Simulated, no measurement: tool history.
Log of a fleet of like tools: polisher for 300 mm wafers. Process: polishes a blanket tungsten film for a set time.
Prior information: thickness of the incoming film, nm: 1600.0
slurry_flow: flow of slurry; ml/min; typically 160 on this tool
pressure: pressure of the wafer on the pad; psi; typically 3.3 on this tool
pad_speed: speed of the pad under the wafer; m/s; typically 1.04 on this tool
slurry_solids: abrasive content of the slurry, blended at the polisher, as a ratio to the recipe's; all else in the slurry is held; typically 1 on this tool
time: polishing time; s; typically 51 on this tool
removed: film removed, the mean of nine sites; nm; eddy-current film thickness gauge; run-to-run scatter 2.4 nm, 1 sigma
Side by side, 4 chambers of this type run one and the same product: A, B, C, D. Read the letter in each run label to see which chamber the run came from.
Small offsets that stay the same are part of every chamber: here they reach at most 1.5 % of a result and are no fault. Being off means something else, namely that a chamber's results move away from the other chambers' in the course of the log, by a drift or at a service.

run   hour  slurry_flow  pressure  pad_speed  slurry_solids  time  wafers polished on this pad  hours since the slurry nozzle was cleaned  hours since the head pressure was calibrated  hours since the slurry blender was calibrated  hours since the slurry got fresh peroxide  removed
 1B    6.1          160       3.3       1.04              1    51                          268                                      259.9                                        1308.7                                          211.2                                       54.4   193.85
 2C   11.8          160       3.3       1.04              1    51                          204                                      355.2                                         799.8                                          112.8                                       40.6    193.8
      15.6  -- chamber C: slurry tank refilled with fresh slurry and peroxide
      16.1  -- chamber A: worn pad replaced by a new one
 3D   16.7          160       3.3       1.04              1    51                          483                                      114.8                                         845.1                                          283.5                                       45.8    191.6
      21.5  -- chamber D: slurry blender recalibrated
 4A   24.2          160       3.3       1.04              1    51                           59                                        129                                         355.2                                           85.9                                       66.6   192.83
      31.6  -- chamber D: slurry tank refilled with fresh slurry and peroxide
 5A   32.1          160       3.3        0.7            1.3    51                          116                                      136.9                                         363.1                                           93.8                                       74.5   137.92
      33.3  -- chamber A: slurry blender recalibrated
 6B   39.4          160       3.3        0.7            1.3    51                          510                                      293.2                                          1342                                          244.5                                       87.7   134.73
 7D   43.8          160       3.3        0.7            1.3    51                          680                                      141.9                                         872.2                                           22.3                                       12.3   135.03
 8C   51.6          160       3.3        0.7            1.3    51                          494                                        395                                         839.6                                          152.6                                       36.1   134.94
      53.9  -- chamber A: head pressure recalibrated
        54  -- chamber C: slurry tank refilled with fresh slurry and peroxide
 9D   56.4          160       3.3       1.04              1    51                          772                                      154.5                                         884.8                                           34.9                                       24.9   189.57
      60.4  -- chamber B: slurry nozzle cleaned
10B   62.8          160       3.3       1.04              1    51                          680                                        2.5                                        1365.4                                          267.9                                      111.1   189.39
      64.8  -- chamber D: head pressure recalibrated
11A   72.2          160       3.3       1.04              1    51                          408                                        177                                          18.3                                             39                                      114.6    189.8
      72.6  -- chamber B: slurry tank refilled with fresh slurry and peroxide
12C   81.9          160       3.3       1.04              1    51                          714                                      425.3                                         869.9                                          182.9                                       27.9   192.74
13B   89.9          160       3.3       1.04              1    51                          877                                       29.6                                        1392.5                                            295                                       17.3   191.77
        96  -- chamber A: slurry tank refilled with fresh slurry and peroxide
      96.5  -- chamber D: slurry tank refilled with fresh slurry and peroxide
14C   98.3          160       3.3       1.04              1    51                          833                                      441.7                                         886.3                                          199.3                                       44.3   190.24
       103  -- chamber C: slurry tank refilled with fresh slurry and peroxide
       105  -- chamber A: worn pad replaced by a new one
15D  107.3          160       3.3       1.04              1    51                         1142                                      205.4                                          42.5                                           85.8                                       10.9   191.78
16A  112.1          160       3.3       1.04              1    51                           51                                      216.9                                          58.2                                           78.9                                       16.2    195.8
       121  -- chamber D: worn pad replaced by a new one
17D  121.1          160       4.2       1.04           1.25    51                            0                                      219.2                                          56.3                                           99.6                                       24.7   263.15
     127.6  -- chamber A: slurry blender recalibrated
18B  128.8          160       4.2       1.04           1.25    51                         1160                                       68.5                                        1431.4                                          333.9                                       56.2   255.24
19A  134.1          160       4.2       1.04           1.25    51                          211                                      238.9                                          80.2                                            6.5                                       38.2   262.41
     135.6  -- chamber C: worn pad replaced by a new one
20C  141.9          160       4.2       1.04           1.25    51                           46                                      485.3                                         929.9                                          242.9                                       38.9   250.02
     142.8  -- chamber B: slurry blender recalibrated
21B    150          160       3.3       1.04              1    51                         1314                                       89.7                                        1452.6                                            7.3                                       77.4   185.13
     150.3  -- chamber C: slurry tank refilled with fresh slurry and peroxide
     152.5  -- chamber C: head pressure recalibrated
22D  156.5          160       3.3       1.04              1    51                          258                                      254.6                                          91.7                                            135                                       60.1   191.55
23A  164.9          160       3.3       1.04              1    51                          435                                      269.7                                           111                                           37.3                                         69   194.11
24C  169.7          160       3.3       1.04           1.25    51                          248                                      513.1                                          17.2                                          270.7                                       19.5   199.27

Next, all 4 chambers run the settings below, one line each with question marks for the results. What does each chamber give?
25A  176.6          160       3.3       1.04            1.3    51                                                                                                                                                                                                                        ?
25B  176.6          160       3.3       1.04            1.3    51                                                                                                                                                                                                                        ?
25C  176.6          160       3.3       1.04            1.3    51                                                                                                                                                                                                                        ?
25D  176.6          160       3.3       1.04            1.3    51                                                                                                                                                                                                                        ?

run  removed
25A   209.68
25B   203.01
25C   205.62
25D   202.99
